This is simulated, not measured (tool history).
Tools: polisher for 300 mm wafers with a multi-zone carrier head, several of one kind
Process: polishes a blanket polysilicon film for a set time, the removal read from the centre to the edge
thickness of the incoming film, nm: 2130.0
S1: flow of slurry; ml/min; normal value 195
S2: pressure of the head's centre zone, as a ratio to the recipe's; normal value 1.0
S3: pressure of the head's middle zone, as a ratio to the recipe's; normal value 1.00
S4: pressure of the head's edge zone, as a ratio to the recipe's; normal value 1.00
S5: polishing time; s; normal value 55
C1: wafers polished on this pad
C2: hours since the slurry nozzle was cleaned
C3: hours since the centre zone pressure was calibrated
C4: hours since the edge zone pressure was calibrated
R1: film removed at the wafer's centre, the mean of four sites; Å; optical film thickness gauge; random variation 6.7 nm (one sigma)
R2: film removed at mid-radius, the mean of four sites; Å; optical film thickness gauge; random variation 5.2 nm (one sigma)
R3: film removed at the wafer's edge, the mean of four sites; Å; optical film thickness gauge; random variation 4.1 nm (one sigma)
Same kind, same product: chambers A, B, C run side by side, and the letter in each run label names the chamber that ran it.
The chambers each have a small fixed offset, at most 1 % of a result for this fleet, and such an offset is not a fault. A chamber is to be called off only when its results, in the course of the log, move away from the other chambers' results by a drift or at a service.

run 1C hour=3.1 | S1=195 S2=1.0 S3=1.00 S4=1.00 S5=55 | C1=303 C2=808.2 C3=561.8 C4=740.0 | R1=6315.8 R2=6123.9 R3=6165.6
-- hour=4.1 chamber C: slurry nozzle cleaned
run 2B hour=6.3 | S1=195 S2=1.0 S3=1.00 S4=1.00 S5=55 | C1=901 C2=155.8 C3=263.3 C4=18.9 | R1=6128.4 R2=6113.8 R3=6066.0
-- hour=7.3 chamber B: worn pad replaced by a new one
run 3A hour=9.4 | S1=195 S2=1.0 S3=1.00 S4=1.00 S5=55 | C1=654 C2=127.4 C3=234.1 C4=1430.3 | R1=6256.7 R2=6100.8 R3=6111.7
run 4C hour=11.5 | S1=195 S2=1.0 S3=1.00 S4=1.00 S5=55 | C1=426 C2=7.4 C3=570.2 C4=748.4 | R1=6272.9 R2=6124.2 R3=6128.1
run 5B hour=16.1 | S1=195 S2=1.0 S3=1.00 S4=1.00 S5=55 | C1=130 C2=165.6 C3=273.1 C4=28.7 | R1=6055.9 R2=6143.1 R3=6094.4
-- hour=18.4 chamber A: worn pad replaced by a new one
run 6A hour=18.8 | S1=195 S2=1.0 S3=1.00 S4=1.00 S5=55 | C1=6 C2=136.8 C3=243.5 C4=1439.7 | R1=6326.4 R2=6200.3 R3=6156.8
run 7C hour=22.4 | S1=195 S2=1.0 S3=1.00 S4=1.00 S5=55 | C1=587 C2=18.3 C3=581.1 C4=759.3 | R1=6118.1 R2=6129.6 R3=6101.1
run 8B hour=24.8 | S1=195 S2=1.0 S3=1.00 S4=1.00 S5=55 | C1=259 C2=174.3 C3=281.8 C4=37.4 | R1=6057.8 R2=6174.8 R3=6150.9
run 9A hour=27.7 | S1=195 S2=1.0 S3=1.00 S4=1.00 S5=55 | C1=137 C2=145.7 C3=252.4 C4=1448.6 | R1=6095.2 R2=6089.7 R3=6073.9
run 10C hour=31.9 | S1=195 S2=0.9 S3=1.00 S4=1.00 S5=55 | C1=727 C2=27.8 C3=590.6 C4=768.8 | R1=5487.9 R2=6124.1 R3=6184.0
run 11A hour=34.4 | S1=195 S2=0.9 S3=1.00 S4=1.00 S5=55 | C1=236 C2=152.4 C3=259.1 C4=1455.3 | R1=5439.4 R2=6158.0 R3=6056.3
run 12B hour=37.3 | S1=195 S2=0.9 S3=1.00 S4=1.00 S5=55 | C1=443 C2=186.8 C3=294.3 C4=49.9 | R1=5358.0 R2=6169.7 R3=6055.4
run 13B hour=39.5 | S1=195 S2=1.0 S3=1.00 S4=1.00 S5=55 | C1=475 C2=189.0 C3=296.5 C4=52.1 | R1=6137.6 R2=6226.8 R3=6081.0
run 14A hour=42.0 | S1=195 S2=1.0 S3=1.00 S4=1.00 S5=55 | C1=348 C2=160.0 C3=266.7 C4=1462.9 | R1=6164.5 R2=6162.2 R3=6170.7
run 15C hour=45.5 | S1=195 S2=1.0 S3=1.00 S4=1.00 S5=55 | C1=927 C2=41.4 C3=604.2 C4=782.4 | R1=6024.2 R2=6124.6 R3=6085.4
run 16B hour=49.5 | S1=195 S2=1.0 S3=1.00 S4=1.00 S5=55 | C1=622 C2=199.0 C3=306.5 C4=62.1 | R1=6099.1 R2=6125.9 R3=6084.0
run 17A hour=51.6 | S1=195 S2=1.0 S3=1.00 S4=1.00 S5=55 | C1=489 C2=169.6 C3=276.3 C4=1472.5 | R1=6080.0 R2=6152.3 R3=6124.9
run 18C hour=55.8 | S1=195 S2=1.0 S3=1.00 S4=1.00 S5=55 | C1=1079 C2=51.7 C3=614.5 C4=792.7 | R1=6194.2 R2=6140.9 R3=6188.3
run 19C hour=60.0 | S1=195 S2=1.0 S3=1.00 S4=1.00 S5=55 | C1=1141 C2=55.9 C3=618.7 C4=796.9 | R1=6129.0 R2=6081.0 R3=6089.8
run 20A hour=64.2 | S1=195 S2=1.0 S3=1.00 S4=1.00 S5=55 | C1=675 C2=182.2 C3=288.9 C4=1485.1 | R1=6151.6 R2=6133.5 R3=6110.7
run 21B hour=67.5 | S1=195 S2=1.0 S3=1.00 S4=1.00 S5=55 | C1=887 C2=217.0 C3=324.5 C4=80.1 | R1=6125.8 R2=6151.4 R3=6152.0
-- hour=69.8 chamber B: worn pad replaced by a new one
-- hour=70.5 chamber C: worn pad replaced by a new one
run 22C hour=71.9 | S1=195 S2=1.0 S3=1.00 S4=0.89 S5=55 | C1=21 C2=67.8 C3=630.6 C4=808.8 | R1=6119.3 R2=6121.7 R3=5781.9
-- hour=72.0 chamber A: worn pad replaced by a new one
run 23B hour=74.8 | S1=195 S2=1.0 S3=1.00 S4=0.89 S5=55 | C1=74 C2=224.3 C3=331.8 C4=87.4 | R1=6181.3 R2=6111.3 R3=5752.3
run 24A hour=78.1 | S1=195 S2=1.0 S3=1.00 S4=0.89 S5=55 | C1=90 C2=196.1 C3=302.8 C4=1499.0 | R1=6299.8 R2=6060.9 R3=5813.6
run 25A hour=82.3 | S1=135 S2=1.0 S3=1.00 S4=0.94 S5=55 | C1=152 C2=200.3 C3=307.0 C4=1503.2 | R1=5761.8 R2=5783.6 R3=5679.2
-- hour=82.7 chamber B: slurry nozzle cleaned
run 26C hour=85.3 | S1=135 S2=1.0 S3=1.00 S4=0.94 S5=55 | C1=218 C2=81.2 C3=644.0 C4=822.2 | R1=5820.8 R2=5803.9 R3=5698.5
run 27B hour=89.2 | S1=135 S2=1.0 S3=1.00 S4=0.94 S5=55 | C1=286 C2=6.6 C3=346.2 C4=101.8 | R1=5925.2 R2=5699.4 R3=5630.1
run 28B hour=91.9 | S1=195 S2=1.0 S3=1.00 S4=1.00 S5=55 | C1=326 C2=9.3 C3=348.9 C4=104.5 | R1=6245.6 R2=6161.9 R3=6174.5
run 29C hour=94.2 | S1=195 S2=1.0 S3=1.00 S4=1.00 S5=55 | C1=350 C2=90.1 C3=652.9 C4=831.1 | R1=6161.3 R2=6135.5 R3=6145.2
run 30A hour=97.5 | S1=195 S2=1.0 S3=1.00 S4=1.00 S5=55 | C1=376 C2=215.5 C3=322.2 C4=1518.4 | R1=6153.7 R2=6132.6 R3=6106.2
run 31C hour=101.3 | S1=195 S2=1.0 S3=1.00 S4=1.00 S5=55 | C1=454 C2=97.2 C3=660.0 C4=838.2 | R1=6186.2 R2=6128.8 R3=6105.3
run 32A hour=103.7 | S1=195 S2=1.0 S3=1.00 S4=1.00 S5=55 | C1=467 C2=221.7 C3=328.4 C4=1524.6 | R1=6212.0 R2=6045.1 R3=6074.4
run 33B hour=106.6 | S1=195 S2=1.0 S3=1.00 S4=1.00 S5=55 | C1=543 C2=24.0 C3=363.6 C4=119.2 | R1=6223.4 R2=6097.4 R3=6073.7
run 34B hour=110.2 | S1=195 S2=1.0 S3=1.00 S4=1.00 S5=55 | C1=596 C2=27.6 C3=367.2 C4=122.8 | R1=6382.0 R2=6196.7 R3=5990.0
run 35A hour=112.6 | S1=195 S2=1.0 S3=1.00 S4=1.00 S5=55 | C1=598 C2=230.6 C3=337.3 C4=1533.5 | R1=6283.8 R2=6220.9 R3=6092.9
run 36C hour=114.7 | S1=195 S2=1.0 S3=1.00 S4=1.00 S5=55 | C1=651 C2=110.6 C3=673.4 C4=851.6 | R1=6008.9 R2=6031.9 R3=6125.7
-- hour=116.6 chamber A: worn pad replaced by a new one
run 37C hour=119.0 | S1=195 S2=1.0 S3=1.00 S4=1.00 S5=55 | C1=715 C2=114.9 C3=677.7 C4=855.9 | R1=6185.6 R2=6175.2 R3=6181.8
run 38A hour=122.8 | S1=195 S2=1.0 S3=1.05 S4=1.00 S5=43 | C1=91 C2=240.8 C3=347.5 C4=1543.7 | R1=4806.9 R2=5044.6 R3=4751.4
run 39B hour=127.0 | S1=195 S2=1.0 S3=1.05 S4=1.00 S5=43 | C1=843 C2=44.4 C3=384.0 C4=139.6 | R1=5187.6 R2=5011.3 R3=4788.8

Does one chamber stand apart from the rest, does the shared gauge drift, or is all well apart from small per-chamber offsets? Give the chamber and the most likely cause, where there is one.

It is chamber B that slowly wanders off from its peers.
Cause: centre zone's pressure above its setpoint, % = 6.47.

Chamber B could run next with any of the 4 candidate recipes listed below; each alters the usual settings, and their results appear as question marks. Which one brings its results back in line with what the other chambers deliver on the usual settings?
In line means no further than this from the other chambers' mean on the usual settings: R1 230.0 Å; R2 180.0 Å; R3 140.0 Å
run 40B-1 hour=130.3 | S1=190 S2=0.95 S3=1.01 S4=1.02 S5=55 | R1=? R2=? R3=?
run 40B-2 hour=130.3 | S1=185 S2=0.90 S3=1.02 S4=1.04 S5=55 | R1=? R2=? R3=?
run 40B-3 hour=130.3 | S1=200 S2=1.05 S3=0.99 S4=0.98 S5=55 | R1=? R2=? R3=?
run 40B-4 hour=130.3 | S1=205 S2=1.11 S3=0.98 S4=0.96 S5=55 | R1=? R2=? R3=?

What the other chambers average on the usual settings: R1 6170.9 Å; R2 6143.3 Å; R3 6135.5 Å
run=40B-1 R1=6138.7 R2=6092.0 R3=6106.3
run=40B-2 R1=5753.8 R2=6125.0 R3=6149.4
run=40B-3 R1=6914.0 R2=6021.4 R3=6016.4
run=40B-4 R1=7376.7 R2=5983.6 R3=5969.7
Change 40B-1 lands the chamber within the allowed miss of the other chambers.
